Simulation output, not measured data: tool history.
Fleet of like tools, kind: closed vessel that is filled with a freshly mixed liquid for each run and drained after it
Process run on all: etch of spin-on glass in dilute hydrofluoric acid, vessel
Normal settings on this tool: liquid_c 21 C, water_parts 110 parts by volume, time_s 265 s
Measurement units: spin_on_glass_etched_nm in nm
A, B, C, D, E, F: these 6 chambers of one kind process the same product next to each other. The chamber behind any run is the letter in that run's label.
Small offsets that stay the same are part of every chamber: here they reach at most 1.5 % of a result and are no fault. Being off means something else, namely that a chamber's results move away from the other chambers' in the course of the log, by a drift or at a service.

| run | hour | liquid_c | water_parts | time_s | hours since the thermometer was replaced | hours since the hydrofluoric acid flow meter was replaced | read-back film thickness of the spin-on glass reference wafer, read on the same gauge (nm) | spin_on_glass_etched_nm |
|---|---|---|---|---|---|---|---|---|
| 1D | 6.2 | 21 | 110 | 265 | 281.3 | 586 | 70.013 | 44.444 |
| 2B | 13.8 | 21 | 110 | 265 | 127.7 | 1757.9 | 70.003 | 43.982 |
| 3C | 21.9 | 21 | 110 | 265 | 365 | 599.6 | 70.03 | 44.536 |
| 4F | 28.8 | 21 | 110 | 265 | 1105.1 | 595.8 | 70.008 | 43.806 |
| 5E | 36 | 21 | 110 | 265 | 2649.1 | 696.3 | 70.011 | 43.614 |
| 6A | 42.7 | 17 | 110 | 265 | 888.6 | 1909.2 | 69.992 | 37.46 |
| 7C | 50.3 | 17 | 110 | 265 | 393.4 | 628 | 69.979 | 38.121 |
| 8A | 63.6 | 17 | 110 | 265 | 909.5 | 1930.1 | 70.03 | 36.848 |
| 9B | 72.3 | 17 | 110 | 265 | 186.2 | 1816.4 | 69.993 | 37.014 |
| 10D | 83.3 | 17 | 110 | 265 | 358.4 | 663.1 | 69.968 | 37.117 |
| 11F | 92.2 | 17 | 110 | 265 | 1168.5 | 659.2 | 69.98 | 36.991 |
| 12E | 100.1 | 21 | 110 | 265 | 2713.2 | 760.4 | 70.01 | 43.912 |
| 13B | 108.5 | 21 | 155 | 265 | 222.4 | 1852.6 | 70.01 | 29.565 |
| 14D | 119.9 | 21 | 155 | 265 | 395 | 699.7 | 69.961 | 30.013 |
| 15A | 130.4 | 21 | 155 | 265 | 976.3 | 1996.9 | 69.982 | 29.357 |
| 16E | 141.2 | 21 | 155 | 265 | 2754.3 | 801.5 | 69.994 | 29.212 |
| 17C | 147.8 | 21 | 155 | 265 | 490.9 | 725.5 | 69.988 | 31.267 |
| 18F | 156.8 | 21 | 155 | 265 | 1233.1 | 723.8 | 69.972 | 29.678 |
| 19E | 170.5 | 21 | 110 | 265 | 2783.6 | 830.8 | 69.982 | 43.775 |
|  | 175.8 | chamber B: hydrofluoric acid flow meter replaced |
| 20C | 178.1 | 21 | 110 | 265 | 521.2 | 755.8 | 69.991 | 45.841 |
| 21A | 192.1 | 21 | 110 | 265 | 1038 | 2058.6 | 70.005 | 43.558 |
| 22F | 198.7 | 21 | 110 | 265 | 1275 | 765.7 | 70 | 43.876 |
| 23D | 212.1 | 21 | 110 | 265 | 487.2 | 791.9 | 69.982 | 43.579 |
| 24B | 224.4 | 21 | 110 | 265 | 338.3 | 48.6 | 69.999 | 43.24 |
| 25C | 238.6 | 21 | 110 | 265 | 581.7 | 816.3 | 70.025 | 46.945 |
|  | 245.2 | chamber A: thermometer replaced |
| 26F | 250.2 | 21 | 110 | 265 | 1326.5 | 817.2 | 70.023 | 43.684 |
| 27A | 259.8 | 21 | 110 | 265 | 14.6 | 2126.3 | 69.995 | 44.012 |
| 28E | 269.5 | 21 | 110 | 410 | 2882.6 | 929.8 | 70.027 | 67.887 |
| 29D | 277.7 | 21 | 110 | 410 | 552.8 | 857.5 | 70.006 | 68.886 |
|  | 279.6 | chamber D: thermometer replaced |
| 30B | 284.6 | 21 | 110 | 410 | 398.5 | 108.8 | 70.03 | 67.303 |
|  | 288.4 | chamber E: thermometer replaced |
| 31F | 290.9 | 21 | 110 | 410 | 1367.2 | 857.9 | 69.998 | 67.916 |
| 32E | 300.1 | 21 | 110 | 410 | 11.7 | 960.4 | 69.988 | 68.789 |
| 33C | 307.9 | 21 | 110 | 410 | 651 | 885.6 | 70.013 | 73.149 |
| 34A | 321.1 | 18 | 110 | 145 | 75.9 | 2187.6 | 70.009 | 21.364 |
| 35B | 334.3 | 18 | 110 | 145 | 448.2 | 158.5 | 69.988 | 21.282 |
| 36D | 341.4 | 18 | 110 | 145 | 61.9 | 921.2 | 69.98 | 21.367 |
| 37B | 351.5 | 18 | 110 | 145 | 465.4 | 175.7 | 70.004 | 21.093 |

The same settings go to every chamber for the next run, one line per chamber below. Forecast the results for each:
| 38A | 361.7 | 21 | 110 | 265 |  |  |  | ? |
| 38B | 361.7 | 21 | 110 | 265 |  |  |  | ? |
| 38C | 361.7 | 21 | 110 | 265 |  |  |  | ? |
| 38D | 361.7 | 21 | 110 | 265 |  |  |  | ? |
| 38E | 361.7 | 21 | 110 | 265 |  |  |  | ? |
| 38F | 361.7 | 21 | 110 | 265 |  |  |  | ? |

| run | spin_on_glass_etched_nm |
|---|---|
| 38A | 43.822 |
| 38B | 43.887 |
| 38C | 48.374 |
| 38D | 43.854 |
| 38E | 43.705 |
| 38F | 44.092 |

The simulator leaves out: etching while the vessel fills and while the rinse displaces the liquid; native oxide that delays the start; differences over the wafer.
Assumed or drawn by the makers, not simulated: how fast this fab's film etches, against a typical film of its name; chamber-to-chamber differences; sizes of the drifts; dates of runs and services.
